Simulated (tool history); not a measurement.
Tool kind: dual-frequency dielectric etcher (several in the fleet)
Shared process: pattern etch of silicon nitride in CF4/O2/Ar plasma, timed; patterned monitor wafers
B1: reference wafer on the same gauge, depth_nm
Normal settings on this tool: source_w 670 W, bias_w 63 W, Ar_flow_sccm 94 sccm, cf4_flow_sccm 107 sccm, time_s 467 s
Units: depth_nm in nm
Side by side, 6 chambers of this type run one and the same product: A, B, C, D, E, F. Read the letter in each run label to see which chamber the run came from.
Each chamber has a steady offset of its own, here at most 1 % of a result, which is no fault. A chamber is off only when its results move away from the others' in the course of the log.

Run 1A, hour 4.3: usual settings; B1 1361.5. Result: depth_nm 1287 nm.
Run 2D, hour 8.4: usual settings; B1 1357.3. Result: depth_nm 1266.9 nm.
At hour 9.3: chamber C: wet clean of the chamber.
At hour 11.6: chamber F: Ar flow controller replaced.
Run 3B, hour 12.7: usual settings; B1 1358.4. Result: depth_nm 1262.9 nm.
Run 4F, hour 17.3: usual settings; B1 1360.5. Result: depth_nm 1274.7 nm.
Run 5E, hour 21.1: usual settings; B1 1361.7. Result: depth_nm 1271.4 nm.
Run 6C, hour 25: usual settings; B1 1358.4. Result: depth_nm 1248 nm.
Run 7D, hour 29.3: usual settings; B1 1359.7. Result: depth_nm 1258.6 nm.
Run 8B, hour 31.9: usual settings; B1 1359.2. Result: depth_nm 1255.3 nm.
Run 9C, hour 37.2: usual settings; B1 1359. Result: depth_nm 1268 nm.
Run 10E, hour 42.3: usual settings; B1 1357.3. Result: depth_nm 1269.8 nm.
Run 11A, hour 48: usual settings; B1 1361.3. Result: depth_nm 1268.8 nm.
Run 12F, hour 50.7: usual settings; B1 1360.3. Result: depth_nm 1268.4 nm.
Run 13E, hour 53.6: usual settings; B1 1359.2. Result: depth_nm 1265.7 nm.
Run 14D, hour 57.6: usual settings; B1 1359. Result: depth_nm 1273.7 nm.
Run 15F, hour 60.1: usual settings but cf4_flow_sccm 95 sccm; B1 1361.7. Result: depth_nm 1262.4 nm.
Run 16A, hour 65.4: usual settings but cf4_flow_sccm 95 sccm; B1 1360.6. Result: depth_nm 1262.5 nm.
Run 17C, hour 68.4: usual settings but cf4_flow_sccm 95 sccm; B1 1361.2. Result: depth_nm 1242.9 nm.
Run 18B, hour 73.8: usual settings but cf4_flow_sccm 95 sccm; B1 1361.7. Result: depth_nm 1240.2 nm.
Run 19B, hour 77.3: usual settings but cf4_flow_sccm 95 sccm; B1 1358.7. Result: depth_nm 1225.8 nm.
Run 20C, hour 80.1: usual settings but cf4_flow_sccm 95 sccm; B1 1360.3. Result: depth_nm 1240.4 nm.
Run 21E, hour 85.4: usual settings; B1 1362.3. Result: depth_nm 1274.4 nm.
Run 22A, hour 88.1: usual settings; B1 1358.4. Result: depth_nm 1272.7 nm.
Run 23D, hour 93.3: usual settings; B1 1360.9. Result: depth_nm 1274.1 nm.
Run 24F, hour 98.9: usual settings; B1 1358.8. Result: depth_nm 1274.8 nm.
Run 25A, hour 103.2: usual settings; B1 1360.9. Result: depth_nm 1268.2 nm.
Run 26C, hour 108.4: usual settings; B1 1360.4. Result: depth_nm 1264.3 nm.
Run 27D, hour 111.7: usual settings; B1 1359.8. Result: depth_nm 1266.2 nm.
Run 28F, hour 117.3: usual settings; B1 1360.6. Result: depth_nm 1274.9 nm.
Run 29E, hour 121.1: usual settings; B1 1359. Result: depth_nm 1273.9 nm.
Run 30B, hour 126.4: usual settings but time_s 386.5 s; B1 1359. Result: depth_nm 1016.8 nm.
Run 31E, hour 130: usual settings but time_s 386.5 s; B1 1359.4. Result: depth_nm 1058.7 nm.
Run 32B, hour 132.6: usual settings but time_s 386.5 s; B1 1358.9. Result: depth_nm 1013.9 nm.
Run 33C, hour 136.7: usual settings but time_s 386.5 s; B1 1361.3. Result: depth_nm 1038.3 nm.
Run 34A, hour 139.4: usual settings but time_s 386.5 s; B1 1359.9. Result: depth_nm 1061.4 nm.
Run 35F, hour 143.9: usual settings but time_s 386.5 s; B1 1359.7. Result: depth_nm 1050.6 nm.
Run 36D, hour 149.4: usual settings; B1 1358.7. Result: depth_nm 1269.9 nm.
Run 37D, hour 152.4: usual settings; B1 1360.2. Result: depth_nm 1277.4 nm.
Run 38E, hour 155.1: usual settings but bias_w 71 W, time_s 582 s; B1 1357.7. Result: depth_nm 1676.4 nm.
Run 39F, hour 157.7: usual settings but bias_w 71 W, time_s 582 s; B1 1359.3. Result: depth_nm 1668.8 nm.
Run 40C, hour 160.5: usual settings but bias_w 71 W, time_s 582 s; B1 1361. Result: depth_nm 1637.3 nm.

What goes on in this fleet: one chamber off, a drifting gauge, or nothing beyond the chambers' own small offsets? Name the chamber and the cause, if any.

Chamber B drifts away from the others.
Cause: etch rate under this chamber's usual, % = 3.68.
The log might look much the same if the cause were instead: source power that arrives under what is set, %.

Below are 4 candidate recipes for chamber B's next run, each the usual settings with a change, their results shown as question marks. Which of them brings B's results back in line with what the other chambers give on the usual settings?
In line here means within this much of the mean the other chambers give on the usual settings: depth_nm 24 nm
Run 41B-1, hour 164.5: usual settings but source_w 630 W. Result: depth_nm ?.
Run 41B-2, hour 164.5: usual settings but source_w 680 W, bias_w 64 W, time_s 481 s. Result: depth_nm ?.
Run 41B-3, hour 164.5: usual settings but time_s 462 s. Result: depth_nm ?.
Run 41B-4, hour 164.5: usual settings but source_w 680 W. Result: depth_nm ?.

What the other chambers average on the usual settings: depth_nm 1272.6 nm
  run  depth_nm
41B-1    1144.6
41B-2    1268.4
41B-3    1195.4
41B-4    1224.1
Change 41B-2 lands the chamber within the allowed miss of the other chambers.

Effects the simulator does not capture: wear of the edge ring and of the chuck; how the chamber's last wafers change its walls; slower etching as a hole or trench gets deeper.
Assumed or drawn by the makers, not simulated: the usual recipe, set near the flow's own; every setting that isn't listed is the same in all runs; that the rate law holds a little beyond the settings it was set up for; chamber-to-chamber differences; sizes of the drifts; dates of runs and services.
